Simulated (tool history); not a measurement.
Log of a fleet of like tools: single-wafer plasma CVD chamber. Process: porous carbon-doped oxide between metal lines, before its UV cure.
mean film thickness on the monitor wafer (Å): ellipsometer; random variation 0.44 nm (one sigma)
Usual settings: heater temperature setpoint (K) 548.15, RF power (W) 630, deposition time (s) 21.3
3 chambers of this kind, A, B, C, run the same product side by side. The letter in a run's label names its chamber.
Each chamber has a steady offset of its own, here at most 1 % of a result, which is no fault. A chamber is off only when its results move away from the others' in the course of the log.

run	hour	heater temperature setpoint (K)	RF power (W)	deposition time (s)	hours since the last thermocouple change	hours since the last RF generator calibration	read-back reference wafer on the same gauge, thickness_nm	mean film thickness on the monitor wafer (Å)
1C	2.8	548.15	630	21.3	388.1	29.4	150.06	1564
2A	7	548.15	630	21.3	652.9	885.8	149.94	1584.4
3B	11	548.15	630	21.3	391.6	500	150.01	1562.6
4B	14.6	548.15	630	21.3	395.2	503.6	150.01	1563.3
5A	18.5	548.15	630	21.3	664.4	897.3	150.03	1591.9
6C	21.2	548.15	630	21.3	406.5	47.8	150.02	1566
7B	26.1	548.15	565	18.7	406.7	515.1	149.97	1281.3
8C	29.7	548.15	565	18.7	415	56.3	150.02	1288.9
9A	34.4	548.15	565	18.7	680.3	913.2	149.92	1303.6
10C	38.6	548.15	630	21.3	423.9	65.2	149.88	1566.4
11A	43.4	548.15	630	21.3	689.3	922.2	150.03	1583.6
12B	47.3	548.15	630	21.3	427.9	536.3	150.04	1566.9
13C	51.4	548.15	630	21.3	436.7	78	149.81	1560.8
14A	56.2	548.15	630	21.3	702.1	935	150.06	1594.2
15B	60.6	560.15	630	19.3	441.2	549.6	149.93	1313.2
16B	65.5	560.15	630	19.3	446.1	554.5	150.05	1315.7
17C	67.8	560.15	630	19.3	453.1	94.4	149.94	1311
18A	72.3	548.15	630	21.3	718.2	951.1	150.04	1587.6
19A	75.3	548.15	630	21.3	721.2	954.1	150	1593.9
20B	77.9	548.15	630	21.3	458.5	566.9	150.07	1570.9
21C	82.4	548.15	630	21.3	467.7	109	149.95	1550.5

What goes on in this fleet: one chamber off, a drifting gauge, or nothing beyond the chambers' own small offsets? Name the chamber and the cause, if any.

Chamber C drifts away from the others.
Cause: wafer temperature above the value expected at the setpoint (K) = 3.04.
The log may not tell that from: delivered RF power below the setpoint (%).

Here are 4 candidates for chamber C's next run, each the usual settings with a change, their results left as question marks. Which one brings its results back in line with what the others give on the usual settings?
In line means no further than this from the other chambers' mean on the usual settings: mean film thickness on the monitor wafer (Å) 16
22C-1	86	547.15	645	21.3				?
22C-2	86	549.15	630	21.3				?
22C-3	86	549.15	630	20.9				?
22C-4	86	548.15	635	21.3				?

The other chambers' mean on the usual settings: mean film thickness on the monitor wafer (Å) 1577.1
run	mean film thickness on the monitor wafer (Å)
22C-1	1575.8
22C-2	1531.9
22C-3	1504.1
22C-4	1549.7
22C-1 brings the chamber back in line.
